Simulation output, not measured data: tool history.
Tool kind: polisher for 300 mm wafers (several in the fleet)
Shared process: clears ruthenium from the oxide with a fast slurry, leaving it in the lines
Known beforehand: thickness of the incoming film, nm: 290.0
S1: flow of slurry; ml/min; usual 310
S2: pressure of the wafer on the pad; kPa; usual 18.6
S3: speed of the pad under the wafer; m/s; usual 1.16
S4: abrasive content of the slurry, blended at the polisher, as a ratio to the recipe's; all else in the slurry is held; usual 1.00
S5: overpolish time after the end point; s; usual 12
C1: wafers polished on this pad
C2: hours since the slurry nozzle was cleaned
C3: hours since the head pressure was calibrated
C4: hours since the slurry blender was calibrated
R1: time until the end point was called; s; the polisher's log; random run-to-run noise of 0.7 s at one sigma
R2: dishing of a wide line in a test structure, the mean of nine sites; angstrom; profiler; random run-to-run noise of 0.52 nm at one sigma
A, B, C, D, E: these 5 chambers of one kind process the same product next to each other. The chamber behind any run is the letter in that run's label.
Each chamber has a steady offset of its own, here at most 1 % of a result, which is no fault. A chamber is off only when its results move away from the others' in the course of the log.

| run | day | S1 | S2 | S3 | S4 | S5 | C1 | C2 | C3 | C4 | R1 | R2 |
|---|---|---|---|---|---|---|---|---|---|---|---|---|
|  | 0.171 | chamber C: worn pad replaced by a new one |
| 1A | 0.388 | 310 | 18.6 | 1.16 | 1.00 | 12 | 749 | 537.5 | 291.4 | 18.8 | 64.680 | 449.25 |
| 2E | 0.675 | 310 | 18.6 | 1.16 | 1.00 | 12 | 1329 | 806.5 | 71.5 | 161.5 | 63.868 | 446.48 |
|  | 0.796 | chamber E: worn pad replaced by a new one |
| 3C | 0.929 | 310 | 18.6 | 1.16 | 1.00 | 12 | 119 | 129.1 | 89.9 | 123.2 | 64.622 | 450.89 |
| 4D | 1.438 | 310 | 18.6 | 1.16 | 1.00 | 12 | 1289 | 65.5 | 871.8 | 126.5 | 65.196 | 441.27 |
|  | 1.517 | chamber E: slurry nozzle cleaned |
| 5B | 1.875 | 310 | 18.6 | 1.16 | 1.00 | 12 | 870 | 153.0 | 335.6 | 105.7 | 63.302 | 448.42 |
| 6A | 2.392 | 310 | 18.6 | 1.16 | 1.00 | 12 | 1064 | 585.6 | 339.5 | 66.9 | 63.129 | 454.44 |
| 7C | 2.650 | 310 | 18.6 | 1.16 | 1.00 | 12 | 390 | 170.4 | 131.2 | 164.5 | 64.107 | 454.02 |
|  | 2.958 | chamber C: slurry blender recalibrated |
| 8B | 3.154 | 310 | 18.6 | 1.16 | 1.00 | 12 | 1071 | 183.7 | 366.3 | 136.4 | 64.005 | 447.74 |
|  | 3.408 | chamber D: worn pad replaced by a new one |
| 9E | 3.658 | 310 | 18.6 | 1.16 | 1.00 | 12 | 450 | 51.4 | 143.1 | 233.1 | 64.393 | 455.77 |
| 10D | 4.171 | 310 | 18.6 | 1.16 | 1.00 | 12 | 120 | 131.1 | 937.4 | 192.1 | 64.729 | 445.33 |
|  | 4.325 | chamber B: worn pad replaced by a new one |
| 11C | 4.517 | 310 | 18.6 | 1.16 | 1.00 | 12 | 684 | 215.2 | 176.0 | 37.5 | 62.961 | 451.53 |
| 12D | 4.767 | 310 | 18.6 | 1.16 | 1.00 | 12 | 213 | 145.4 | 951.7 | 206.4 | 64.209 | 443.33 |
|  | 4.792 | chamber D: slurry blender recalibrated |
|  | 5.050 | chamber A: worn pad replaced by a new one |
| 13A | 5.175 | 310 | 18.6 | 1.16 | 1.00 | 12 | 20 | 652.4 | 406.3 | 133.7 | 64.550 | 440.80 |
| 14E | 5.646 | 310 | 18.6 | 1.16 | 1.00 | 12 | 763 | 99.1 | 190.8 | 280.8 | 64.805 | 448.02 |
|  | 5.771 | chamber B: slurry nozzle cleaned |
| 15B | 5.992 | 310 | 18.6 | 1.16 | 1.00 | 12 | 262 | 5.4 | 434.4 | 204.5 | 63.985 | 444.61 |
| 16D | 6.458 | 310 | 18.6 | 1.32 | 1.15 | 12 | 480 | 186.0 | 992.3 | 40.1 | 53.208 | 520.10 |
| 17A | 6.812 | 310 | 18.6 | 1.32 | 1.15 | 12 | 277 | 691.7 | 445.6 | 173.0 | 53.143 | 532.66 |
|  | 7.075 | chamber C: worn pad replaced by a new one |
|  | 7.100 | chamber B: slurry blender recalibrated |
| 18C | 7.317 | 310 | 18.6 | 1.32 | 1.15 | 12 | 38 | 282.4 | 243.2 | 104.7 | 53.733 | 536.25 |
| 19B | 7.675 | 310 | 18.6 | 1.32 | 1.15 | 12 | 527 | 45.8 | 474.8 | 13.9 | 53.349 | 530.25 |
| 20E | 8.071 | 310 | 18.6 | 1.32 | 1.15 | 12 | 1145 | 157.3 | 249.0 | 339.0 | 53.283 | 534.61 |
|  | 8.288 | chamber A: slurry blender recalibrated |
| 21D | 8.596 | 310 | 18.6 | 1.16 | 1.00 | 12 | 816 | 237.3 | 1043.6 | 91.4 | 65.648 | 443.51 |
|  | 8.646 | chamber D: head pressure recalibrated |
| 22C | 8.846 | 310 | 18.6 | 1.16 | 1.00 | 12 | 279 | 319.1 | 279.9 | 141.4 | 63.868 | 462.64 |
| 23E | 9.162 | 310 | 18.6 | 1.16 | 1.00 | 12 | 1316 | 183.5 | 275.2 | 365.2 | 63.312 | 449.40 |
| 24A | 9.417 | 310 | 18.6 | 1.16 | 1.00 | 12 | 687 | 754.2 | 508.1 | 27.1 | 64.110 | 437.61 |
| 25B | 9.654 | 310 | 18.6 | 1.16 | 1.00 | 12 | 838 | 93.3 | 522.3 | 61.4 | 63.391 | 440.99 |
|  | 9.825 | chamber C: slurry blender recalibrated |
| 26E | 9.917 | 310 | 18.6 | 1.16 | 1.00 | 12 | 1435 | 201.6 | 293.3 | 383.3 | 64.196 | 444.86 |
| 27C | 10.425 | 310 | 18.6 | 1.16 | 1.00 | 12 | 527 | 357.0 | 317.8 | 14.5 | 64.980 | 457.81 |
|  | 10.650 | chamber E: worn pad replaced by a new one |
| 28B | 10.850 | 310 | 18.6 | 1.16 | 1.00 | 12 | 1026 | 122.0 | 551.0 | 90.1 | 63.986 | 442.49 |
| 29A | 11.096 | 310 | 18.6 | 1.16 | 1.00 | 12 | 951 | 794.5 | 548.4 | 67.4 | 64.807 | 447.61 |
| 30D | 11.508 | 310 | 18.6 | 1.16 | 1.00 | 12 | 1274 | 307.2 | 68.8 | 161.3 | 69.068 | 422.23 |
|  | 11.733 | chamber D: worn pad replaced by a new one |
| 31E | 11.921 | 310 | 18.6 | 1.16 | 1.00 | 12 | 200 | 249.7 | 341.4 | 431.4 | 64.593 | 443.76 |
|  | 12.067 | chamber D: slurry nozzle cleaned |
| 32B | 12.238 | 310 | 18.6 | 1.16 | 1.00 | 12 | 1245 | 155.3 | 584.3 | 123.4 | 65.725 | 450.93 |
| 33D | 12.725 | 310 | 18.6 | 1.16 | 1.00 | 12 | 156 | 15.8 | 98.0 | 190.5 | 68.965 | 413.94 |
| 34A | 13.096 | 310 | 18.6 | 1.16 | 1.00 | 12 | 1266 | 842.5 | 596.4 | 115.4 | 63.761 | 442.72 |
|  | 13.204 | chamber C: worn pad replaced by a new one |
| 35C | 13.346 | 310 | 18.6 | 1.16 | 1.00 | 12 | 22 | 427.1 | 387.9 | 84.6 | 63.096 | 450.59 |
| 36C | 13.783 | 310 | 18.6 | 1.16 | 1.00 | 12 | 91 | 437.6 | 398.4 | 95.1 | 62.808 | 450.04 |
| 37A | 14.192 | 310 | 18.6 | 1.16 | 1.00 | 12 | 1439 | 868.8 | 622.7 | 141.7 | 63.154 | 456.92 |

Decide between three cases: one chamber stands off from its peers, the gauge reading all wafers drifts, or nothing is wrong past each chamber's small offset. Where a chamber is off, say which and what most likely put it there.

A service on chamber D put it out of line with the rest.
Likeliest cause: head's pressure below its setpoint, % = 6.19.

Which of the 4 candidates below, each the usual settings with something changed and its results left as question marks, puts chamber D back in line with what the other chambers give on the usual settings?
A result is in line if it is within this distance of the other chambers' mean on the usual settings: R1 2.500 s; R2 18.00 angstrom
| 38D-1 | 14.567 | 310 | 17.2 | 1.08 | 1.00 | 12 |  |  |  |  | ? | ? |
| 38D-2 | 14.567 | 310 | 20.0 | 1.24 | 1.00 | 12 |  |  |  |  | ? | ? |
| 38D-3 | 14.567 | 310 | 17.9 | 1.12 | 1.00 | 12 |  |  |  |  | ? | ? |
| 38D-4 | 14.567 | 310 | 19.3 | 1.20 | 1.00 | 12 |  |  |  |  | ? | ? |

What the other chambers average on the usual settings: R1 64.295 s; R2 447.69 angstrom
| run | R1 | R2 |
|---|---|---|
| 38D-1 | 79.638 | 364.48 |
| 38D-2 | 59.795 | 473.80 |
| 38D-3 | 73.840 | 390.84 |
| 38D-4 | 63.994 | 445.54 |
38D-4 brings the chamber back in line.
